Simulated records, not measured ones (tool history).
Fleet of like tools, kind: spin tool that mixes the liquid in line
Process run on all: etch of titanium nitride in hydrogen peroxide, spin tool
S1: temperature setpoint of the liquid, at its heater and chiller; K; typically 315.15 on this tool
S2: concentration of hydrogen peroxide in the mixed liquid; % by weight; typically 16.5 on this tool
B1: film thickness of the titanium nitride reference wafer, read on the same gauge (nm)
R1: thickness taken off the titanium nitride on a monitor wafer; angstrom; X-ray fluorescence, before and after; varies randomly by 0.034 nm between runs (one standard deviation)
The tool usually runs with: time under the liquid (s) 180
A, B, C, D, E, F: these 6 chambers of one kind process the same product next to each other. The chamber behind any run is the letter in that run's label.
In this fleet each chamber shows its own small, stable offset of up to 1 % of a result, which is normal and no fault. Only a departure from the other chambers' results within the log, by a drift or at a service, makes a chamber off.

run 1F day=0.458 | S1=315.15 S2=16.5 time_under_the_liquid_(s)=180 | B1=89.996 | R1=24.116
run 2C day=0.721 | S1=315.15 S2=16.5 time_under_the_liquid_(s)=180 | B1=89.994 | R1=24.116
run 3B day=1.179 | S1=315.15 S2=16.5 time_under_the_liquid_(s)=180 | B1=90.001 | R1=23.417
run 4A day=1.733 | S1=315.15 S2=16.5 time_under_the_liquid_(s)=180 | B1=89.994 | R1=24.630
run 5D day=2.133 | S1=315.15 S2=16.5 time_under_the_liquid_(s)=135 | B1=90.011 | R1=17.508
run 6E day=2.679 | S1=315.15 S2=16.5 time_under_the_liquid_(s)=135 | B1=89.989 | R1=18.073
run 7F day=3.133 | S1=315.15 S2=16.5 time_under_the_liquid_(s)=135 | B1=90.008 | R1=18.294
-- day=3.208 chamber E: thermometer replaced
run 8A day=3.467 | S1=315.15 S2=16.5 time_under_the_liquid_(s)=135 | B1=89.982 | R1=17.732
run 9E day=3.808 | S1=315.15 S2=16.5 time_under_the_liquid_(s)=135 | B1=89.986 | R1=18.318
-- day=4.033 chamber F: thermometer replaced
run 10D day=4.292 | S1=315.15 S2=16.5 time_under_the_liquid_(s)=135 | B1=89.999 | R1=17.771
run 11C day=4.775 | S1=315.15 S2=16.5 time_under_the_liquid_(s)=180 | B1=89.993 | R1=24.446
run 12B day=5.292 | S1=315.15 S2=16.5 time_under_the_liquid_(s)=180 | B1=90.026 | R1=23.540
run 13E day=5.708 | S1=315.15 S2=16.5 time_under_the_liquid_(s)=180 | B1=90.015 | R1=24.088
run 14C day=6.204 | S1=315.15 S2=16.5 time_under_the_liquid_(s)=180 | B1=90.004 | R1=24.721
run 15F day=6.517 | S1=315.15 S2=16.5 time_under_the_liquid_(s)=180 | B1=89.981 | R1=24.009
run 16B day=6.942 | S1=315.15 S2=16.5 time_under_the_liquid_(s)=180 | B1=90.010 | R1=23.286
run 17A day=7.358 | S1=315.15 S2=16.5 time_under_the_liquid_(s)=180 | B1=90.026 | R1=24.423
run 18D day=7.800 | S1=315.15 S2=16.5 time_under_the_liquid_(s)=180 | B1=89.998 | R1=23.303
run 19C day=8.092 | S1=315.15 S2=16.5 time_under_the_liquid_(s)=180 | B1=90.001 | R1=23.798
-- day=8.567 chamber D: thermometer replaced
run 20F day=8.600 | S1=315.15 S2=16.5 time_under_the_liquid_(s)=180 | B1=89.977 | R1=23.442
run 21E day=9.004 | S1=315.15 S2=16.5 time_under_the_liquid_(s)=180 | B1=89.990 | R1=24.248
-- day=9.008 chamber D: heated supply line repaired
run 22B day=9.296 | S1=315.15 S2=16.5 time_under_the_liquid_(s)=180 | B1=90.000 | R1=23.162
run 23D day=9.750 | S1=321.15 S2=19.5 time_under_the_liquid_(s)=180 | B1=89.989 | R1=38.082
run 24A day=10.200 | S1=321.15 S2=19.5 time_under_the_liquid_(s)=180 | B1=89.980 | R1=41.675
-- day=10.367 chamber D: new drum of peroxide connected
-- day=10.367 chamber F: new drum of peroxide connected
run 25B day=10.600 | S1=321.15 S2=19.5 time_under_the_liquid_(s)=180 | B1=90.012 | R1=37.945
run 26D day=11.096 | S1=321.15 S2=19.5 time_under_the_liquid_(s)=180 | B1=90.011 | R1=37.450
-- day=11.208 chamber C: peroxide flow meter replaced
-- day=11.350 chamber E: heated supply line repaired
run 27E day=11.558 | S1=321.15 S2=19.5 time_under_the_liquid_(s)=180 | B1=90.025 | R1=39.548
run 28C day=11.896 | S1=321.15 S2=19.5 time_under_the_liquid_(s)=180 | B1=89.983 | R1=38.874
run 29A day=12.146 | S1=315.15 S2=16.5 time_under_the_liquid_(s)=180 | B1=89.996 | R1=26.295
run 30F day=12.446 | S1=315.15 S2=16.5 time_under_the_liquid_(s)=180 | B1=90.007 | R1=24.124
run 31E day=12.992 | S1=315.15 S2=16.5 time_under_the_liquid_(s)=180 | B1=89.985 | R1=23.599
run 32A day=13.479 | S1=315.15 S2=16.5 time_under_the_liquid_(s)=180 | B1=89.994 | R1=25.992
run 33F day=14.017 | S1=315.15 S2=16.5 time_under_the_liquid_(s)=180 | B1=89.979 | R1=23.920
run 34B day=14.571 | S1=315.15 S2=16.5 time_under_the_liquid_(s)=180 | B1=90.003 | R1=23.939
run 35C day=15.062 | S1=315.15 S2=16.5 time_under_the_liquid_(s)=180 | B1=89.991 | R1=24.117
run 36D day=15.371 | S1=315.15 S2=16.5 time_under_the_liquid_(s)=180 | B1=89.967 | R1=23.833
run 37A day=15.800 | S1=315.15 S2=16.5 time_under_the_liquid_(s)=180 | B1=89.976 | R1=27.459
run 38F day=16.188 | S1=315.15 S2=16.5 time_under_the_liquid_(s)=180 | B1=89.990 | R1=23.969
run 39B day=16.538 | S1=315.15 S2=16.5 time_under_the_liquid_(s)=180 | B1=89.998 | R1=23.485

Is one chamber off against the others, does the gauge drift, or is nothing wrong? If a chamber is off, say which, and what the likeliest cause is.

Chamber A drifts away from the others.
Likeliest cause: liquid hotter than its thermometer reads (K) = 1.93.

Below are 4 candidate recipes for chamber A's next run, each the usual settings with a change, their results shown as question marks. Which of them brings A's results back in line with what the other chambers give on the usual settings?
In line means no further than this from the other chambers' mean on the usual settings: R1 1.200 angstrom
run 40A-1 day=16.933 | S1=315.65 S2=16.5 time_under_the_liquid_(s)=185 | R1=?
run 40A-2 day=16.933 | S1=316.15 S2=16.5 time_under_the_liquid_(s)=190 | R1=?
run 40A-3 day=16.933 | S1=315.15 S2=16.5 time_under_the_liquid_(s)=155 | R1=?
run 40A-4 day=16.933 | S1=314.65 S2=16.5 time_under_the_liquid_(s)=175 | R1=?

Mean of the other chambers on the usual settings: R1 23.822 angstrom
run=40A-1 R1=29.269
run=40A-2 R1=31.204
run=40A-3 R1=23.604
run=40A-4 R1=25.667
The right change is 40A-3: it brings the chamber back within the allowed miss of the others.
